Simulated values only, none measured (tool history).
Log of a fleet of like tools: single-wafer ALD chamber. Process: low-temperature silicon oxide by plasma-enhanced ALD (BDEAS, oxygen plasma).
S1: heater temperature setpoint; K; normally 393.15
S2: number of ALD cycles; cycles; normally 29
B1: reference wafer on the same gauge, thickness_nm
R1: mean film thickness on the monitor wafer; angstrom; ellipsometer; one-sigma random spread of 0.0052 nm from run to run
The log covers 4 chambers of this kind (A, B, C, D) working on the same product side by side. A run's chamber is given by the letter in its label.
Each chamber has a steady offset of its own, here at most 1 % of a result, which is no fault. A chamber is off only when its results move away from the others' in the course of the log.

| run | hour | S1 | S2 | B1 | R1 |
|---|---|---|---|---|---|
| 1C | 5.3 | 393.15 | 29 | 3.6103 | 40.054 |
| 2A | 11.1 | 393.15 | 29 | 3.6115 | 40.005 |
| 3B | 15.1 | 393.15 | 29 | 3.6109 | 40.197 |
| 4D | 22.0 | 393.15 | 29 | 3.6111 | 39.930 |
| 5D | 27.0 | 393.15 | 29 | 3.6133 | 39.890 |
| 6C | 35.0 | 393.15 | 29 | 3.6134 | 40.002 |
| 7B | 39.7 | 393.15 | 29 | 3.6133 | 40.187 |
| 8A | 43.4 | 393.15 | 29 | 3.6141 | 40.092 |
| 9A | 52.1 | 393.15 | 29 | 3.6145 | 40.023 |
| 10C | 60.1 | 393.15 | 29 | 3.6143 | 40.024 |
| 11B | 64.0 | 393.15 | 29 | 3.6153 | 40.242 |
| 12D | 71.1 | 393.15 | 29 | 3.6154 | 39.872 |
| 13C | 79.4 | 393.15 | 29 | 3.6161 | 40.028 |
| 14A | 85.7 | 379.15 | 31 | 3.6170 | 44.040 |
| 15D | 93.7 | 379.15 | 31 | 3.6176 | 43.855 |
| 16B | 98.5 | 379.15 | 31 | 3.6186 | 44.131 |
| 17D | 107.0 | 379.15 | 31 | 3.6187 | 43.753 |
| 18A | 111.5 | 393.15 | 29 | 3.6193 | 40.140 |
| 19B | 118.6 | 393.15 | 29 | 3.6194 | 40.266 |
| 20C | 126.1 | 393.15 | 29 | 3.6197 | 40.113 |
| 21B | 133.8 | 393.15 | 29 | 3.6204 | 40.279 |
| 22C | 140.3 | 393.15 | 29 | 3.6219 | 40.084 |
| 23A | 147.8 | 393.15 | 29 | 3.6203 | 40.134 |
| 24D | 156.0 | 393.15 | 29 | 3.6229 | 39.943 |
| 25C | 163.5 | 393.15 | 29 | 3.6231 | 40.141 |
| 26D | 168.5 | 393.15 | 29 | 3.6242 | 39.998 |
| 27B | 175.5 | 393.15 | 29 | 3.6242 | 40.373 |
| 28A | 183.1 | 399.15 | 34 | 3.6248 | 46.545 |
| 29D | 191.4 | 399.15 | 34 | 3.6246 | 46.493 |
| 30A | 197.2 | 399.15 | 34 | 3.6254 | 46.586 |
| 31C | 203.0 | 399.15 | 34 | 3.6255 | 46.498 |
|  | 207.0 | chamber D: thermocouple changed; heater temperature recalibrated |
| 32B | 207.6 | 393.15 | 29 | 3.6265 | 40.414 |
| 33C | 211.5 | 393.15 | 25 | 3.6275 | 34.657 |
| 34D | 219.6 | 393.15 | 25 | 3.6279 | 34.478 |
|  | 220.7 | chamber A: thermocouple changed; heater temperature recalibrated |
| 35B | 224.1 | 393.15 | 25 | 3.6280 | 34.811 |
| 36A | 232.2 | 393.15 | 25 | 3.6279 | 34.751 |
| 37D | 236.3 | 393.15 | 29 | 3.6280 | 40.066 |

All 4 chambers run these settings next. Forecast each chamber's results:
| 38A | 242.5 | 393.15 | 29 |  | ? |
| 38B | 242.5 | 393.15 | 29 |  | ? |
| 38C | 242.5 | 393.15 | 29 |  | ? |
| 38D | 242.5 | 393.15 | 29 |  | ? |

| run | R1 |
|---|---|
| 38A | 40.262 |
| 38B | 40.438 |
| 38C | 40.174 |
| 38D | 40.016 |
